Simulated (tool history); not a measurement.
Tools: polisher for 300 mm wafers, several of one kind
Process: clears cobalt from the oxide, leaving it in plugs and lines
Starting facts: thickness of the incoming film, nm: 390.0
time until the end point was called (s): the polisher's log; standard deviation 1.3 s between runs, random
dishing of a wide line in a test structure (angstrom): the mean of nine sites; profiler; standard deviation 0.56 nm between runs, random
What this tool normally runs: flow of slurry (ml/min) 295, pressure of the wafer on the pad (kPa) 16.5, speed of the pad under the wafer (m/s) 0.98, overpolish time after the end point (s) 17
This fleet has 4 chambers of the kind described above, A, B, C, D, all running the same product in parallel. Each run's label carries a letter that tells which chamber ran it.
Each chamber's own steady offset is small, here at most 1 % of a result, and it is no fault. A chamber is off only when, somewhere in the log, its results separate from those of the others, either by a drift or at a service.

run,hour,flow of slurry (ml/min),pressure of the wafer on the pad (kPa),speed of the pad under the wafer (m/s),overpolish time after the end point (s),wafers polished on this pad,hours since the slurry nozzle was cleaned,hours since the head pressure was calibrated,time until the end point was called (s),dishing of a wide line in a test structure (angstrom)
1B,5,295,16.5,0.98,17,417,563.1,32.4,70.619,506.72
2D,8.3,295,16.5,0.98,17,157,141.7,135,70.71,503.62
3A,13.6,295,16.5,0.98,17,449,440.2,159.7,70.696,521.86
4C,16,295,16.5,0.98,17,426,263.3,968.4,73.479,513.31
5B,19.3,295,16.5,0.98,17,575,577.4,46.7,70.136,512.5
6D,22,295,16.5,0.98,17,308,155.4,148.7,69.662,527.84
# hour 22.7: chamber C: worn pad replaced by a new one
# hour 24.1: chamber B: worn pad replaced by a new one
7A,24.8,295,16.5,0.98,17,573,451.4,170.9,72.406,509.22
8C,29.9,240,16.5,0.98,10,80,277.2,982.3,73.132,368.77
9A,33.6,240,16.5,0.98,10,670,460.2,179.7,74.273,368.08
10C,36,240,16.5,0.98,10,147,283.3,988.4,72.1,370.06
11D,40,240,16.5,0.98,10,507,173.4,166.7,74.546,367.66
12B,42.9,295,16.5,0.98,17,208,601,70.3,70.935,511.17
13D,47.1,295,15.2,0.98,9,585,180.5,173.8,77.237,329.85
# hour 47.9: chamber A: worn pad replaced by a new one
14C,50.4,295,15.2,0.98,9,306,297.7,1002.8,79.276,322.59
15B,54.2,295,15.2,0.98,9,333,612.3,81.6,76.285,328.33
# hour 54.8: chamber C: head pressure recalibrated
16A,58.1,295,15.2,0.98,9,113,484.7,204.2,76.453,328.56
17C,62.7,295,16.5,0.98,17,442,310,8,69.999,502.38
18B,67.7,295,16.5,0.98,17,482,625.8,95.1,71.435,511.79
# hour 69.4: chamber B: slurry nozzle cleaned
19D,70.2,295,16.5,0.98,17,840,203.6,196.9,71.95,518.35
20A,72.5,295,16.5,0.98,17,272,499.1,218.6,72.305,511.44
21B,76.9,295,16.5,0.98,17,584,7.5,104.3,69.183,522.76
# hour 79.6: chamber C: worn pad replaced by a new one
22D,81.6,295,16.5,0.98,17,966,215,208.3,68.485,518.36
# hour 82.6: chamber D: worn pad replaced by a new one
23A,84.9,360,16.5,0.98,17,408,511.5,231,68.383,517.63
# hour 87.6: chamber B: worn pad replaced by a new one
24C,88.2,360,16.5,0.98,17,95,335.5,33.5,70.421,517.39
25B,90.6,360,16.5,0.98,17,33,21.2,118,69.091,509.3
26A,95.4,360,16.5,0.98,17,524,522,241.5,72.816,514.67
27D,99.7,295,16.5,0.98,17,189,233.1,226.4,67.683,510.52
28C,104.6,295,16.5,0.98,17,276,351.9,49.9,71.045,513.2
29B,108.2,295,16.5,0.98,17,227,38.8,135.6,72.114,511.06
30A,111.9,295,16.5,0.98,17,707,538.5,258,71.712,516.81
# hour 116.2: chamber C: slurry nozzle cleaned
31C,116.8,295,16.5,0.98,17,410,0.6,62.1,71.476,511.6
32D,121.5,295,16.5,0.98,17,430,254.9,248.2,70.796,504.64
# hour 122.3: chamber A: worn pad replaced by a new one
33A,124.3,295,16.5,0.98,17,23,550.9,270.4,72.034,514.34
# hour 128.4: chamber C: worn pad replaced by a new one
34C,128.7,295,16.5,0.98,17,3,12.5,74,72.621,517.93
35B,131.3,295,16.5,0.98,17,482,61.9,158.7,72.703,495.89
36D,136.2,295,16.5,0.98,17,592,269.6,262.9,70.197,514.61
37B,140.8,295,16.5,1.28,9,587,71.4,168.2,56.092,412.23
38A,143.5,295,16.5,1.28,9,235,570.1,289.6,54.42,415.49
39C,145.7,295,16.5,1.28,9,191,29.5,91,54.796,413.59
40D,149.4,295,16.5,1.28,9,738,282.8,276.1,55.717,419.98

The same settings go to every chamber for the next run, one line per chamber below. Forecast the results for each:
41A,153.1,295,16.5,0.98,17,,,,?,?
41B,153.1,295,16.5,0.98,17,,,,?,?
41C,153.1,295,16.5,0.98,17,,,,?,?
41D,153.1,295,16.5,0.98,17,,,,?,?

run,time until the end point was called (s),dishing of a wide line in a test structure (angstrom)
41A,71.179,510.47
41B,73.633,517.35
41C,70.936,503.93
41D,70.328,522.27

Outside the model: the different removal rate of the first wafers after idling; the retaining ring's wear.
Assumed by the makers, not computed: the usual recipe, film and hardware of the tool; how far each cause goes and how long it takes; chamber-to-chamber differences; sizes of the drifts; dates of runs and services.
